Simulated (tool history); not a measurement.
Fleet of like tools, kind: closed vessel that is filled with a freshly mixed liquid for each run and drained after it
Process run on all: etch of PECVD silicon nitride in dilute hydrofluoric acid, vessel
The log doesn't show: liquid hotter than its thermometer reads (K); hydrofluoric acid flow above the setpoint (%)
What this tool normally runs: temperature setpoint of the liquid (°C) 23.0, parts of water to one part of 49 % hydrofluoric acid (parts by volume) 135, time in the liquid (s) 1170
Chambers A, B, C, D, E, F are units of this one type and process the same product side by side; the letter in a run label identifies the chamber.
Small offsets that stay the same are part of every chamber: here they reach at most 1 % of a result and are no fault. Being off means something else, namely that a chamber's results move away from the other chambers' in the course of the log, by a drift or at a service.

run	day	temperature setpoint of the liquid (°C)	parts of water to one part of 49 % hydrofluoric acid (parts by volume)	time in the liquid (s)	hours since the thermometer was replaced	hours since the hydrofluoric acid flow meter was replaced	read-back film thickness of the PECVD silicon nitride reference wafer, read on the same gauge (nm)	thickness taken off the PECVD silicon nitride on a monitor wafer (nm)
1B	0.138	23.0	135	1170	1434.4	760.0	139.97	26.801
2A	0.362	23.0	135	1170	358.1	1139.8	140.01	27.024
3D	0.488	23.0	135	1170	2674.9	323.3	139.99	27.252
4E	0.708	23.0	135	1170	146.0	838.5	140.00	26.512
5C	0.917	23.0	135	1170	563.5	773.7	140.01	27.147
6F	1.138	23.0	135	1170	1396.1	31.9	139.99	26.782
7B	1.250	25.0	135	1170	1461.1	786.7	140.00	30.498
8A	1.421	25.0	135	1170	383.5	1165.2	140.00	30.753
9F	1.617	25.0	135	1170	1407.6	43.4	140.03	30.417
10D	1.758	25.0	135	1170	2705.4	353.8	139.97	30.854
11C	1.942	25.0	135	1170	588.1	798.3	139.99	31.133
12E	2.133	25.0	135	1170	180.2	872.7	140.03	30.431
13E	2.325	23.0	135	1170	184.8	877.3	140.00	26.550
14B	2.442	20.0	160	1170	1489.7	815.3	140.02	18.503
15F	2.662	20.0	160	1170	1432.7	68.5	140.00	18.464
16D	2.879	20.0	160	1170	2732.3	380.7	140.03	18.918
17C	3.079	20.0	160	1170	615.4	825.6	140.01	19.124
18A	3.179	20.0	160	1170	425.7	1207.4	140.00	18.762
19F	3.358	20.0	160	1170	1449.4	85.2	139.99	18.634
20B	3.512	23.0	135	1170	1515.4	841.0	139.99	26.892
21D	3.662	23.0	135	1170	2751.1	399.5	139.98	27.208
22C	3.775	23.0	135	1170	632.1	842.3	140.02	27.375
23E	3.896	23.0	135	1170	222.5	915.0	140.02	26.713
24A	4.054	23.0	135	1170	446.7	1228.4	140.00	26.908
25A	4.258	23.0	135	1170	451.6	1233.3	140.01	26.999
26E	4.412	23.0	135	1170	234.9	927.4	139.97	26.645
27B	4.612	26.5	135	1170	1541.8	867.4	140.03	33.523
28D	4.838	26.5	135	1170	2779.3	427.7	140.00	34.110
29C	4.992	26.5	135	1170	661.3	871.5	140.00	35.158
30F	5.100	26.5	135	1170	1491.2	127.0	139.98	33.412
31A	5.254	26.5	135	1170	475.5	1257.2	140.00	33.526
32C	5.412	26.5	135	1170	671.4	881.6	139.96	35.612
# day 5.612: chamber B: thermometer replaced
33E	5.633	23.0	135	1170	264.2	956.7	140.00	26.806
34D	5.850	23.0	165	1170	2803.6	452.0	140.02	22.345
35F	6.071	23.0	165	1170	1514.5	150.3	140.01	21.831
36B	6.238	23.0	165	1170	15.0	906.4	139.99	22.039
37F	6.333	23.0	165	1170	1520.8	156.6	140.01	21.954
38C	6.462	23.0	165	1170	696.6	906.8	139.97	23.228
39B	6.646	23.0	165	1170	24.8	916.2	140.01	21.934
40E	6.750	23.0	135	1170	291.0	983.5	139.99	26.577

Read the log: is a single chamber off, either drifting away or since a service, is the gauge that measures every chamber drifting, or is nothing wrong beyond small per-chamber offsets? Name any odd chamber and what most likely caused it.

One chamber, C, drifts off from the rest bit by bit.
What lies behind it: liquid hotter than its thermometer reads (K) = 0.846.
Not necessarily distinguishable in this log from: hydrofluoric acid flow above the setpoint (%).

Chamber C could run next with any of the 4 candidate recipes listed below; each alters the usual settings, and their results appear as question marks. Which one brings its results back in line with what the other chambers deliver on the usual settings?
Counts as in line when no further than this from what the other chambers average on the usual settings: thickness taken off the PECVD silicon nitride on a monitor wafer (nm) 0.470
41C-1	6.912	22.5	150	1170				?
41C-2	6.912	22.5	140	1170				?
41C-3	6.912	24.0	135	1170				?
41C-4	6.912	23.5	130	1245				?

Mean of the other chambers on the usual settings: thickness taken off the PECVD silicon nitride on a monitor wafer (nm) 26.835
run	thickness taken off the PECVD silicon nitride on a monitor wafer (nm)
41C-1	25.109
41C-2	26.851
41C-3	30.680
41C-4	32.794
It is 41C-2 that realigns the chamber with its peers.
